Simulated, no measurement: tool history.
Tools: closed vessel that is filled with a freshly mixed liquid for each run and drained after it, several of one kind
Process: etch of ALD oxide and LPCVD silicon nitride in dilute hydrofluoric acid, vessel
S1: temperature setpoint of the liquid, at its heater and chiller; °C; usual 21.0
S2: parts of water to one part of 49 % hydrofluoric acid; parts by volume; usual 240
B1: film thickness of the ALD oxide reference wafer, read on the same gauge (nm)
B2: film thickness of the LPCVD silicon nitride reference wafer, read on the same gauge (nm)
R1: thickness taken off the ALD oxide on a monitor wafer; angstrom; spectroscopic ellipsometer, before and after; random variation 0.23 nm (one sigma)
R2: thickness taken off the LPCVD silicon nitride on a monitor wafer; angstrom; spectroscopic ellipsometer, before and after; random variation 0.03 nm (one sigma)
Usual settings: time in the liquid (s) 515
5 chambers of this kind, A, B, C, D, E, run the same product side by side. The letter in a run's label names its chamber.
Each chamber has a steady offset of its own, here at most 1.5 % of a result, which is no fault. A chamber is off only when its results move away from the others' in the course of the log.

run 1D hour=6.3 | S1=21.0 S2=240 time_in_the_liquid_(s)=515 | B1=129.99 B2=150.00 | R1=328.87 R2=8.9111
run 2E hour=10.9 | S1=21.0 S2=240 time_in_the_liquid_(s)=515 | B1=130.00 B2=150.04 | R1=331.02 R2=8.7982
run 3A hour=17.9 | S1=21.0 S2=240 time_in_the_liquid_(s)=515 | B1=129.96 B2=150.01 | R1=336.21 R2=8.3658
run 4B hour=27.5 | S1=21.0 S2=240 time_in_the_liquid_(s)=515 | B1=129.99 B2=150.01 | R1=334.98 R2=8.4344
-- hour=28.6 chamber E: hydrofluoric acid flow meter replaced
run 5C hour=32.4 | S1=21.0 S2=240 time_in_the_liquid_(s)=515 | B1=130.02 B2=150.04 | R1=332.56 R2=8.5242
run 6C hour=40.0 | S1=21.0 S2=240 time_in_the_liquid_(s)=515 | B1=130.02 B2=150.02 | R1=333.94 R2=8.8594
run 7E hour=48.0 | S1=21.0 S2=240 time_in_the_liquid_(s)=515 | B1=129.96 B2=150.07 | R1=334.21 R2=8.7967
run 8D hour=53.8 | S1=21.0 S2=240 time_in_the_liquid_(s)=515 | B1=130.04 B2=149.98 | R1=331.24 R2=8.4486
run 9A hour=61.4 | S1=21.0 S2=240 time_in_the_liquid_(s)=515 | B1=130.03 B2=149.99 | R1=335.59 R2=8.3953
run 10B hour=67.4 | S1=21.0 S2=240 time_in_the_liquid_(s)=515 | B1=129.99 B2=150.07 | R1=338.56 R2=8.6236
run 11D hour=75.7 | S1=21.0 S2=240 time_in_the_liquid_(s)=515 | B1=129.96 B2=149.99 | R1=330.18 R2=8.6995
run 12C hour=84.4 | S1=21.0 S2=240 time_in_the_liquid_(s)=515 | B1=130.02 B2=150.01 | R1=328.86 R2=8.8893
run 13E hour=93.8 | S1=21.0 S2=240 time_in_the_liquid_(s)=515 | B1=130.07 B2=150.05 | R1=335.41 R2=8.7746
run 14B hour=104.4 | S1=21.0 S2=240 time_in_the_liquid_(s)=515 | B1=130.00 B2=150.02 | R1=336.66 R2=8.0463
run 15A hour=113.9 | S1=21.0 S2=240 time_in_the_liquid_(s)=515 | B1=130.04 B2=149.99 | R1=332.66 R2=8.5258
run 16B hour=118.5 | S1=21.0 S2=240 time_in_the_liquid_(s)=515 | B1=130.01 B2=149.99 | R1=337.16 R2=9.0388
run 17C hour=127.6 | S1=21.0 S2=240 time_in_the_liquid_(s)=515 | B1=130.05 B2=150.01 | R1=331.47 R2=8.8190
run 18E hour=137.7 | S1=21.0 S2=240 time_in_the_liquid_(s)=515 | B1=129.99 B2=149.97 | R1=331.80 R2=8.6323
run 19D hour=145.1 | S1=21.0 S2=240 time_in_the_liquid_(s)=515 | B1=130.00 B2=149.96 | R1=327.59 R2=8.3480
run 20A hour=155.3 | S1=21.0 S2=240 time_in_the_liquid_(s)=515 | B1=129.98 B2=149.98 | R1=330.88 R2=8.1336
run 21A hour=164.9 | S1=21.0 S2=240 time_in_the_liquid_(s)=515 | B1=130.04 B2=150.05 | R1=326.41 R2=7.9158
run 22E hour=175.3 | S1=21.0 S2=240 time_in_the_liquid_(s)=515 | B1=129.99 B2=150.05 | R1=333.78 R2=8.4320
run 23D hour=184.9 | S1=21.0 S2=240 time_in_the_liquid_(s)=515 | B1=130.00 B2=149.97 | R1=331.40 R2=8.1795
run 24B hour=191.2 | S1=21.0 S2=240 time_in_the_liquid_(s)=515 | B1=130.01 B2=149.99 | R1=339.42 R2=8.6758
run 25C hour=201.6 | S1=21.0 S2=240 time_in_the_liquid_(s)=515 | B1=130.01 B2=150.02 | R1=336.71 R2=8.9957
run 26D hour=212.2 | S1=17.5 S2=240 time_in_the_liquid_(s)=515 | B1=129.97 B2=149.96 | R1=291.18 R2=6.8872
run 27A hour=221.3 | S1=17.5 S2=240 time_in_the_liquid_(s)=515 | B1=130.02 B2=150.02 | R1=280.08 R2=6.4092
run 28B hour=231.7 | S1=17.5 S2=240 time_in_the_liquid_(s)=515 | B1=129.98 B2=149.98 | R1=292.35 R2=6.5002
run 29C hour=239.8 | S1=17.5 S2=240 time_in_the_liquid_(s)=515 | B1=130.01 B2=150.02 | R1=293.81 R2=7.0795
-- hour=244.3 chamber B: hydrofluoric acid flow meter replaced
run 30E hour=245.5 | S1=17.5 S2=240 time_in_the_liquid_(s)=515 | B1=129.98 B2=149.98 | R1=291.05 R2=6.6817
run 31B hour=251.8 | S1=21.0 S2=240 time_in_the_liquid_(s)=515 | B1=130.00 B2=149.97 | R1=331.38 R2=8.5995
run 32D hour=260.3 | S1=21.0 S2=240 time_in_the_liquid_(s)=515 | B1=130.02 B2=149.97 | R1=332.46 R2=8.7771
-- hour=262.9 chamber D: thermometer replaced
run 33C hour=268.0 | S1=22.5 S2=240 time_in_the_liquid_(s)=515 | B1=129.97 B2=149.96 | R1=353.39 R2=9.1189
run 34A hour=276.5 | S1=22.5 S2=240 time_in_the_liquid_(s)=515 | B1=130.04 B2=150.02 | R1=330.48 R2=8.5592
run 35E hour=283.8 | S1=22.5 S2=240 time_in_the_liquid_(s)=515 | B1=130.01 B2=150.00 | R1=353.57 R2=9.3439
run 36B hour=290.6 | S1=22.5 S2=240 time_in_the_liquid_(s)=515 | B1=130.01 B2=149.99 | R1=355.94 R2=9.4397
run 37A hour=297.1 | S1=22.5 S2=240 time_in_the_liquid_(s)=515 | B1=130.01 B2=150.03 | R1=335.24 R2=8.1427
run 38C hour=302.0 | S1=21.0 S2=240 time_in_the_liquid_(s)=515 | B1=129.99 B2=149.95 | R1=335.94 R2=8.7438
run 39D hour=306.8 | S1=21.0 S2=240 time_in_the_liquid_(s)=515 | B1=130.01 B2=150.02 | R1=334.11 R2=8.3601
run 40E hour=314.2 | S1=21.0 S2=240 time_in_the_liquid_(s)=515 | B1=130.03 B2=149.99 | R1=328.43 R2=8.6849
run 41C hour=320.6 | S1=21.0 S2=240 time_in_the_liquid_(s)=515 | B1=129.97 B2=150.02 | R1=333.44 R2=8.3932

What goes on in this fleet: one chamber off, a drifting gauge, or nothing beyond the chambers' own small offsets? Name the chamber and the cause, if any.

Chamber A drifts away from the others.
Cause: liquid colder than its thermometer reads (K) = 2.24.

Here are 4 candidates for chamber A's next run, each the usual settings with a change, their results left as question marks. Which one brings its results back in line with what the others give on the usual settings?
In line means no further than this from the other chambers' mean on the usual settings: R1 8.20 angstrom; R2 1.0000 angstrom
run 42A-1 hour=328.2 | S1=19.0 S2=220 time_in_the_liquid_(s)=465 | R1=? R2=?
run 42A-2 hour=328.2 | S1=23.0 S2=260 time_in_the_liquid_(s)=565 | R1=? R2=?
run 42A-3 hour=328.2 | S1=25.0 S2=280 time_in_the_liquid_(s)=630 | R1=? R2=?
run 42A-4 hour=328.2 | S1=17.0 S2=200 time_in_the_liquid_(s)=410 | R1=? R2=?

The other chambers' mean on the usual settings: R1 333.09 angstrom; R2 8.6289 angstrom
run=42A-1 R1=287.55 R2=6.4806
run=42A-2 R1=332.12 R2=8.7308
run=42A-3 R1=362.82 R2=10.2820
run=42A-4 R1=261.96 R2=5.4558
42A-2 brings the chamber back in line.
